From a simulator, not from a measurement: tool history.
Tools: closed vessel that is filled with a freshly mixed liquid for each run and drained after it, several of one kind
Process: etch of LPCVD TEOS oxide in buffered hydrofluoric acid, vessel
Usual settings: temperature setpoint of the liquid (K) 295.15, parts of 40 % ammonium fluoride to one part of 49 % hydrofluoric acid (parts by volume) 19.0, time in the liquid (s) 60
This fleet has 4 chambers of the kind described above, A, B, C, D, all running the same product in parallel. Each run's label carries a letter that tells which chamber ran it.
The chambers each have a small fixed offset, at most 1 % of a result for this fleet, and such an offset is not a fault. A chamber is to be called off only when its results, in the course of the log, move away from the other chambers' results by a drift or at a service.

| run | hour | temperature setpoint of the liquid (K) | parts of 40 % ammonium fluoride to one part of 49 % hydrofluoric acid (parts by volume) | time in the liquid (s) | hours since the thermometer was replaced | hours since the hydrofluoric acid flow meter was replaced | read-back film thickness of the LPCVD TEOS oxide reference wafer, read on the same gauge (nm) | thickness taken off the LPCVD TEOS oxide on a monitor wafer (angstrom) |
|---|---|---|---|---|---|---|---|---|
| 1D | 8.5 | 295.15 | 19.0 | 60 | 544.7 | 1237.0 | 79.997 | 531.91 |
| 2C | 22.2 | 295.15 | 19.0 | 60 | 573.7 | 218.9 | 79.989 | 531.73 |
| 3A | 29.1 | 295.15 | 19.0 | 60 | 255.4 | 847.6 | 79.991 | 540.65 |
| 4B | 37.0 | 295.15 | 19.0 | 60 | 647.5 | 732.9 | 80.013 | 527.34 |
| 5B | 49.1 | 295.15 | 19.0 | 35 | 659.6 | 745.0 | 79.968 | 309.50 |
| 6C | 58.5 | 295.15 | 19.0 | 35 | 610.0 | 255.2 | 80.017 | 307.04 |
| 7A | 71.2 | 295.15 | 19.0 | 35 | 297.5 | 889.7 | 80.017 | 311.09 |
| 8D | 83.1 | 295.15 | 19.0 | 35 | 619.3 | 1311.6 | 80.020 | 307.66 |
| 9D | 96.2 | 295.15 | 19.0 | 60 | 632.4 | 1324.7 | 80.005 | 526.49 |
| 10B | 109.6 | 295.15 | 19.0 | 60 | 720.1 | 805.5 | 79.985 | 531.37 |
| 11C | 119.4 | 295.15 | 19.0 | 60 | 670.9 | 316.1 | 79.941 | 530.87 |
| 12A | 128.6 | 295.15 | 19.0 | 60 | 354.9 | 947.1 | 80.008 | 542.18 |
|  | 138.0 | chamber A: hydrofluoric acid flow meter replaced |
| 13B | 138.5 | 295.15 | 19.0 | 60 | 749.0 | 834.4 | 79.977 | 528.75 |
| 14D | 151.9 | 295.15 | 19.0 | 60 | 688.1 | 1380.4 | 80.027 | 517.74 |
| 15A | 160.6 | 295.15 | 19.0 | 60 | 386.9 | 22.6 | 80.031 | 538.06 |
| 16C | 174.7 | 295.15 | 19.0 | 60 | 726.2 | 371.4 | 79.996 | 526.92 |
| 17A | 183.6 | 295.15 | 19.0 | 60 | 409.9 | 45.6 | 80.016 | 540.39 |
| 18C | 195.2 | 295.15 | 19.0 | 60 | 746.7 | 391.9 | 79.993 | 526.13 |
| 19B | 203.7 | 295.15 | 19.0 | 60 | 814.2 | 899.6 | 80.011 | 530.18 |
| 20D | 217.5 | 295.15 | 19.0 | 60 | 753.7 | 1446.0 | 79.994 | 500.53 |
| 21C | 224.7 | 295.15 | 19.0 | 60 | 776.2 | 421.4 | 79.991 | 524.72 |
| 22D | 238.0 | 295.15 | 19.0 | 60 | 774.2 | 1466.5 | 80.012 | 504.32 |
| 23A | 244.6 | 295.15 | 19.0 | 60 | 470.9 | 106.6 | 79.993 | 535.22 |
| 24B | 253.0 | 295.15 | 19.0 | 60 | 863.5 | 948.9 | 80.043 | 528.70 |
| 25C | 265.1 | 295.15 | 19.0 | 60 | 816.6 | 461.8 | 80.016 | 526.90 |
| 26B | 273.2 | 295.15 | 19.0 | 60 | 883.7 | 969.1 | 79.981 | 526.20 |
| 27D | 287.9 | 295.15 | 19.0 | 60 | 824.1 | 1516.4 | 80.051 | 497.91 |
| 28A | 295.2 | 295.15 | 23.5 | 60 | 521.5 | 157.2 | 79.969 | 454.03 |
| 29B | 303.7 | 295.15 | 23.5 | 60 | 914.2 | 999.6 | 79.976 | 451.30 |
| 30D | 314.0 | 295.15 | 23.5 | 60 | 850.2 | 1542.5 | 80.005 | 427.94 |
| 31A | 324.1 | 295.15 | 23.5 | 60 | 550.4 | 186.1 | 79.990 | 456.36 |

All chambers now run identical settings, listed one chamber a line with results as question marks. What results will each chamber show?
| 32A | 334.7 | 295.15 | 13.0 | 60 |  |  |  | ? |
| 32B | 334.7 | 295.15 | 13.0 | 60 |  |  |  | ? |
| 32C | 334.7 | 295.15 | 13.0 | 60 |  |  |  | ? |
| 32D | 334.7 | 295.15 | 13.0 | 60 |  |  |  | ? |

| run | thickness taken off the LPCVD TEOS oxide on a monitor wafer (angstrom) |
|---|---|
| 32A | 784.91 |
| 32B | 779.96 |
| 32C | 761.97 |
| 32D | 704.54 |

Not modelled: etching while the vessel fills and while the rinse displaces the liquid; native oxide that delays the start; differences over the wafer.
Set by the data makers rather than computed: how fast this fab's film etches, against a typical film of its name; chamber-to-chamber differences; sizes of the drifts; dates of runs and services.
